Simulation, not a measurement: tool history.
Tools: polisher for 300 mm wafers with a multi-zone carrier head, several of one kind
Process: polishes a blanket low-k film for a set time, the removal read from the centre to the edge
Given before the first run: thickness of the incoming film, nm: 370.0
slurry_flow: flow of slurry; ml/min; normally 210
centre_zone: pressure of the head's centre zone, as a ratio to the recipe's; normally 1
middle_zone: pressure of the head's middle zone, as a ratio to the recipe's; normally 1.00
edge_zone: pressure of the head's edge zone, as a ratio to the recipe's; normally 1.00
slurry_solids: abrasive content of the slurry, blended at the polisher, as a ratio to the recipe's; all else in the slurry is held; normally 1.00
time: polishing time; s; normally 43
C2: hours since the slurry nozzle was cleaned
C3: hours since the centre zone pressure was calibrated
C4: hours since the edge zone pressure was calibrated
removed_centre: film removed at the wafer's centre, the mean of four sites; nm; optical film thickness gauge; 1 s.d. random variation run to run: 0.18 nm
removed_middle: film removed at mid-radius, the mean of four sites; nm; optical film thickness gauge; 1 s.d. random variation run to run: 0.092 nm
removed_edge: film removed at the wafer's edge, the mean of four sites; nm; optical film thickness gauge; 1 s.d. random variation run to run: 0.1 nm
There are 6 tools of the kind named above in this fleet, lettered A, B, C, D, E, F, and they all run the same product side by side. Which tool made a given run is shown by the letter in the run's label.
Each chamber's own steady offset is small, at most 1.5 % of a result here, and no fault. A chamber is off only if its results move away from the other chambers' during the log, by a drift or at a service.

-- hour=5.1 chamber E: worn pad replaced by a new one
-- hour=7.0 chamber B: edge zone pressure recalibrated
run 1F hour=7.6 | slurry_flow=210 centre_zone=1 middle_zone=1.00 edge_zone=1.00 slurry_solids=1.00 time=43 | wafers_polished_on_this_pad=499 C2=223.4 C3=340.9 C4=396.5 | removed_centre=12.714 removed_middle=13.0920 removed_edge=13.016
run 2B hour=15.8 | slurry_flow=210 centre_zone=1 middle_zone=1.00 edge_zone=1.00 slurry_solids=1.00 time=43 | wafers_polished_on_this_pad=581 C2=170.4 C3=221.4 C4=8.9 | removed_centre=13.354 removed_middle=13.0280 removed_edge=12.989
-- hour=17.7 chamber C: slurry nozzle cleaned
run 3E hour=22.7 | slurry_flow=210 centre_zone=1 middle_zone=1.00 edge_zone=1.00 slurry_solids=1.00 time=43 | wafers_polished_on_this_pad=257 C2=96.4 C3=900.3 C4=413.7 | removed_centre=13.465 removed_middle=13.2740 removed_edge=12.977
run 4A hour=31.6 | slurry_flow=210 centre_zone=1 middle_zone=1.00 edge_zone=1.00 slurry_solids=1.00 time=43 | wafers_polished_on_this_pad=735 C2=74.5 C3=323.1 C4=352.6 | removed_centre=12.626 removed_middle=13.0030 removed_edge=13.104
-- hour=33.9 chamber B: worn pad replaced by a new one
-- hour=35.6 chamber F: worn pad replaced by a new one
run 5C hour=38.9 | slurry_flow=280 centre_zone=1 middle_zone=1.00 edge_zone=1.00 slurry_solids=1.00 time=43 | wafers_polished_on_this_pad=1263 C2=21.3 C3=241.9 C4=755.2 | removed_centre=13.509 removed_middle=13.1440 removed_edge=13.179
-- hour=40.4 chamber B: slurry nozzle cleaned
run 6D hour=47.5 | slurry_flow=280 centre_zone=1 middle_zone=1.00 edge_zone=1.00 slurry_solids=1.00 time=43 | wafers_polished_on_this_pad=808 C2=746.1 C3=997.3 C4=125.7 | removed_centre=13.744 removed_middle=13.7060 removed_edge=13.316
-- hour=54.3 chamber C: worn pad replaced by a new one
-- hour=54.8 chamber D: worn pad replaced by a new one
run 7D hour=54.8 | slurry_flow=280 centre_zone=1 middle_zone=1.00 edge_zone=1.00 slurry_solids=1.00 time=43 | wafers_polished_on_this_pad=1 C2=753.4 C3=1004.6 C4=133.0 | removed_centre=13.584 removed_middle=13.6280 removed_edge=13.374
run 8F hour=60.9 | slurry_flow=280 centre_zone=1 middle_zone=1.00 edge_zone=1.00 slurry_solids=1.00 time=43 | wafers_polished_on_this_pad=367 C2=276.7 C3=394.2 C4=449.8 | removed_centre=13.535 removed_middle=13.5020 removed_edge=13.458
-- hour=62.3 chamber E: worn pad replaced by a new one
-- hour=67.3 chamber E: centre zone pressure recalibrated
run 9B hour=70.1 | slurry_flow=280 centre_zone=1 middle_zone=1.00 edge_zone=1.00 slurry_solids=1.00 time=43 | wafers_polished_on_this_pad=526 C2=29.8 C3=275.7 C4=63.2 | removed_centre=13.340 removed_middle=13.2980 removed_edge=13.436
run 10E hour=78.3 | slurry_flow=280 centre_zone=1 middle_zone=1.00 edge_zone=1.00 slurry_solids=1.00 time=43 | wafers_polished_on_this_pad=233 C2=152.0 C3=11.0 C4=469.3 | removed_centre=13.516 removed_middle=13.7600 removed_edge=13.305
run 11C hour=86.3 | slurry_flow=210 centre_zone=1 middle_zone=1.00 edge_zone=1.00 slurry_solids=1.00 time=43 | wafers_polished_on_this_pad=465 C2=68.7 C3=289.3 C4=802.6 | removed_centre=12.593 removed_middle=12.7860 removed_edge=12.999
-- hour=87.8 chamber F: worn pad replaced by a new one
-- hour=91.3 chamber B: worn pad replaced by a new one
run 12A hour=92.6 | slurry_flow=210 centre_zone=1 middle_zone=1.00 edge_zone=1.00 slurry_solids=1.00 time=43 | wafers_polished_on_this_pad=1622 C2=135.5 C3=384.1 C4=413.6 | removed_centre=12.460 removed_middle=12.8560 removed_edge=12.808
run 13C hour=99.8 | slurry_flow=210 centre_zone=1 middle_zone=1.00 edge_zone=1.00 slurry_solids=1.00 time=43 | wafers_polished_on_this_pad=661 C2=82.2 C3=302.8 C4=816.1 | removed_centre=12.614 removed_middle=12.7630 removed_edge=12.970
run 14F hour=108.7 | slurry_flow=210 centre_zone=1 middle_zone=1.00 edge_zone=1.00 slurry_solids=1.00 time=43 | wafers_polished_on_this_pad=304 C2=324.5 C3=442.0 C4=497.6 | removed_centre=13.090 removed_middle=13.0240 removed_edge=12.873
run 15E hour=114.9 | slurry_flow=210 centre_zone=1 middle_zone=1.00 edge_zone=1.00 slurry_solids=1.00 time=43 | wafers_polished_on_this_pad=764 C2=188.6 C3=47.6 C4=505.9 | removed_centre=13.121 removed_middle=13.2580 removed_edge=13.239
-- hour=115.7 chamber E: worn pad replaced by a new one
-- hour=118.3 chamber D: worn pad replaced by a new one
run 16D hour=119.8 | slurry_flow=210 centre_zone=1 middle_zone=1.00 edge_zone=0.90 slurry_solids=1.25 time=43 | wafers_polished_on_this_pad=23 C2=818.4 C3=1069.6 C4=198.0 | removed_centre=14.497 removed_middle=14.3760 removed_edge=13.577
run 17B hour=125.9 | slurry_flow=210 centre_zone=1 middle_zone=1.00 edge_zone=0.90 slurry_solids=1.25 time=43 | wafers_polished_on_this_pad=503 C2=85.6 C3=331.5 C4=119.0 | removed_centre=14.502 removed_middle=14.4620 removed_edge=13.421
-- hour=126.4 chamber D: slurry nozzle cleaned
run 18A hour=131.2 | slurry_flow=210 centre_zone=1 middle_zone=1.00 edge_zone=0.90 slurry_solids=1.25 time=43 | wafers_polished_on_this_pad=2183 C2=174.1 C3=422.7 C4=452.2 | removed_centre=13.568 removed_middle=13.8640 removed_edge=13.274
run 19E hour=136.5 | slurry_flow=210 centre_zone=1 middle_zone=1.00 edge_zone=0.90 slurry_solids=1.25 time=43 | wafers_polished_on_this_pad=303 C2=210.2 C3=69.2 C4=527.5 | removed_centre=13.884 removed_middle=14.4310 removed_edge=13.404
-- hour=136.9 chamber C: worn pad replaced by a new one
-- hour=139.6 chamber F: worn pad replaced by a new one
run 20D hour=143.9 | slurry_flow=210 centre_zone=1 middle_zone=1.00 edge_zone=0.90 slurry_solids=1.25 time=43 | wafers_polished_on_this_pad=373 C2=17.6 C3=1093.7 C4=222.1 | removed_centre=14.289 removed_middle=14.2990 removed_edge=13.549
run 21F hour=152.8 | slurry_flow=210 centre_zone=1 middle_zone=1.00 edge_zone=0.90 slurry_solids=1.25 time=43 | wafers_polished_on_this_pad=193 C2=368.6 C3=486.1 C4=541.7 | removed_centre=14.034 removed_middle=14.2780 removed_edge=13.599
run 22B hour=157.1 | slurry_flow=210 centre_zone=1 middle_zone=1.00 edge_zone=1.00 slurry_solids=1.00 time=43 | wafers_polished_on_this_pad=956 C2=116.8 C3=362.7 C4=150.2 | removed_centre=13.353 removed_middle=13.0260 removed_edge=12.867
-- hour=158.4 chamber B: worn pad replaced by a new one
run 23A hour=163.6 | slurry_flow=210 centre_zone=1 middle_zone=1.00 edge_zone=1.00 slurry_solids=1.00 time=43 | wafers_polished_on_this_pad=2653 C2=206.5 C3=455.1 C4=484.6 | removed_centre=12.428 removed_middle=12.4020 removed_edge=12.627
run 24C hour=169.1 | slurry_flow=210 centre_zone=1 middle_zone=1.00 edge_zone=1.00 slurry_solids=1.00 time=43 | wafers_polished_on_this_pad=468 C2=151.5 C3=372.1 C4=885.4 | removed_centre=13.287 removed_middle=12.8630 removed_edge=12.789
-- hour=173.8 chamber E: worn pad replaced by a new one
-- hour=176.0 chamber D: worn pad replaced by a new one
run 25E hour=177.8 | slurry_flow=210 centre_zone=1 middle_zone=1.00 edge_zone=1.00 slurry_solids=1.00 time=43 | wafers_polished_on_this_pad=59 C2=251.5 C3=110.5 C4=568.8 | removed_centre=12.976 removed_middle=13.2420 removed_edge=13.023
run 26D hour=186.1 | slurry_flow=210 centre_zone=1 middle_zone=1.00 edge_zone=1.00 slurry_solids=1.00 time=43 | wafers_polished_on_this_pad=147 C2=59.8 C3=1135.9 C4=264.3 | removed_centre=12.856 removed_middle=12.9780 removed_edge=12.993
-- hour=189.9 chamber F: worn pad replaced by a new one
run 27C hour=194.3 | slurry_flow=210 centre_zone=1 middle_zone=1.00 edge_zone=1.00 slurry_solids=1.00 time=43 | wafers_polished_on_this_pad=834 C2=176.7 C3=397.3 C4=910.6 | removed_centre=12.787 removed_middle=12.9610 removed_edge=12.814
run 28F hour=202.0 | slurry_flow=210 centre_zone=1 middle_zone=1.00 edge_zone=1.00 slurry_solids=1.00 time=43 | wafers_polished_on_this_pad=177 C2=417.8 C3=535.3 C4=590.9 | removed_centre=13.146 removed_middle=12.9120 removed_edge=13.055
run 29B hour=210.0 | slurry_flow=210 centre_zone=1 middle_zone=1.00 edge_zone=0.91 slurry_solids=1.00 time=43 | wafers_polished_on_this_pad=751 C2=169.7 C3=415.6 C4=203.1 | removed_centre=12.777 removed_middle=12.8300 removed_edge=12.523
run 30A hour=219.2 | slurry_flow=210 centre_zone=1 middle_zone=1.00 edge_zone=0.91 slurry_solids=1.00 time=43 | wafers_polished_on_this_pad=3461 C2=262.1 C3=510.7 C4=540.2 | removed_centre=11.994 removed_middle=12.1460 removed_edge=11.434
-- hour=221.9 chamber B: worn pad replaced by a new one
run 31C hour=228.1 | slurry_flow=210 centre_zone=1 middle_zone=1.00 edge_zone=0.91 slurry_solids=1.00 time=43 | wafers_polished_on_this_pad=1325 C2=210.5 C3=431.1 C4=944.4 | removed_centre=12.793 removed_middle=12.7840 removed_edge=12.292
-- hour=232.4 chamber D: worn pad replaced by a new one
run 32F hour=235.5 | slurry_flow=210 centre_zone=1 middle_zone=1.00 edge_zone=0.91 slurry_solids=1.00 time=43 | wafers_polished_on_this_pad=663 C2=451.3 C3=568.8 C4=624.4 | removed_centre=13.057 removed_middle=13.0990 removed_edge=12.219
-- hour=240.1 chamber E: worn pad replaced by a new one
-- hour=242.0 chamber F: worn pad replaced by a new one
run 33A hour=243.3 | slurry_flow=210 centre_zone=1 middle_zone=1.00 edge_zone=0.91 slurry_solids=1.00 time=43 | wafers_polished_on_this_pad=3811 C2=286.2 C3=534.8 C4=564.3 | removed_centre=11.998 removed_middle=11.9920 removed_edge=11.691
-- hour=248.8 chamber A: centre zone pressure recalibrated
run 34B hour=248.9 | slurry_flow=210 centre_zone=1 middle_zone=1.00 edge_zone=0.91 slurry_solids=1.00 time=43 | wafers_polished_on_this_pad=393 C2=208.6 C3=454.5 C4=242.0 | removed_centre=13.010 removed_middle=12.9500 removed_edge=12.117
run 35E hour=256.3 | slurry_flow=210 centre_zone=1 middle_zone=1.00 edge_zone=1.00 slurry_solids=1.00 time=43 | wafers_polished_on_this_pad=236 C2=330.0 C3=189.0 C4=647.3 | removed_centre=12.859 removed_middle=13.1990 removed_edge=13.185
-- hour=257.6 chamber D: edge zone pressure recalibrated
-- hour=258.6 chamber B: slurry nozzle cleaned
run 36D hour=264.8 | slurry_flow=210 centre_zone=1 middle_zone=1.00 edge_zone=1.00 slurry_solids=1.00 time=43 | wafers_polished_on_this_pad=472 C2=138.5 C3=1214.6 C4=7.2 | removed_centre=13.406 removed_middle=13.1050 removed_edge=12.980
run 37A hour=271.0 | slurry_flow=210 centre_zone=1 middle_zone=0.93 edge_zone=1.00 slurry_solids=0.75 time=43 | wafers_polished_on_this_pad=4214 C2=313.9 C3=22.2 C4=592.0 | removed_centre=10.310 removed_middle=9.7314 removed_edge=10.347
run 38F hour=276.4 | slurry_flow=210 centre_zone=1 middle_zone=0.93 edge_zone=1.00 slurry_solids=0.75 time=43 | wafers_polished_on_this_pad=501 C2=492.2 C3=609.7 C4=665.3 | removed_centre=11.161 removed_middle=10.6440 removed_edge=11.356
-- hour=282.7 chamber B: worn pad replaced by a new one
run 39B hour=284.5 | slurry_flow=210 centre_zone=1 middle_zone=0.93 edge_zone=1.00 slurry_solids=0.75 time=43 | wafers_polished_on_this_pad=27 C2=26.0 C3=490.1 C4=277.6 | removed_centre=11.585 removed_middle=10.6850 removed_edge=11.180
-- hour=285.0 chamber D: worn pad replaced by a new one
run 40D hour=292.2 | slurry_flow=210 centre_zone=1 middle_zone=0.93 edge_zone=1.00 slurry_solids=0.75 time=43 | wafers_polished_on_this_pad=105 C2=165.9 C3=1242.0 C4=34.6 | removed_centre=11.357 removed_middle=10.6450 removed_edge=11.362

Has any chamber moved away from the others, gradually or after a service, or does the common gauge drift, or do the chambers differ only by their own small steady offsets? State the chamber and the most likely cause if one applies.

Chamber A drifts away from the others.
What lies behind it: removal rate lost through wear of the pad, % = 8.98.
With only this log, it may be confused with: slurry flow missing at the pad, %.

Here are 4 candidates for chamber A's next run, each the usual settings with a change, their results left as question marks. Which one brings its results back in line with what the others give on the usual settings?
Allowed miss from the other chambers' usual-settings mean, per result, to count as in line: removed_centre 0.640 nm; removed_middle 0.3200 nm; removed_edge 0.350 nm
run 41A-1 hour=299.0 | slurry_flow=210 centre_zone=1.01 middle_zone=1.00 edge_zone=1.00 slurry_solids=1.00 time=45 | removed_centre=? removed_middle=? removed_edge=?
run 41A-2 hour=299.0 | slurry_flow=205 centre_zone=0.98 middle_zone=1.00 edge_zone=1.01 slurry_solids=0.95 time=40 | removed_centre=? removed_middle=? removed_edge=?
run 41A-3 hour=299.0 | slurry_flow=215 centre_zone=1.02 middle_zone=1.01 edge_zone=0.99 slurry_solids=1.05 time=46 | removed_centre=? removed_middle=? removed_edge=?
run 41A-4 hour=299.0 | slurry_flow=210 centre_zone=0.99 middle_zone=1.00 edge_zone=1.00 slurry_solids=1.00 time=41 | removed_centre=? removed_middle=? removed_edge=?

Average result of the remaining chambers running the usual settings: removed_centre 13.030 nm; removed_middle 13.0450 nm; removed_edge 12.971 nm
run=41A-1 removed_centre=12.254 removed_middle=12.3800 removed_edge=12.465
run=41A-2 removed_centre=10.257 removed_middle=10.7160 removed_edge=10.855
run=41A-3 removed_centre=12.987 removed_middle=13.0940 removed_edge=12.981
run=41A-4 removed_centre=10.924 removed_middle=11.2810 removed_edge=11.357
41A-3 is the one that brings the chamber's results back in line with the other chambers.
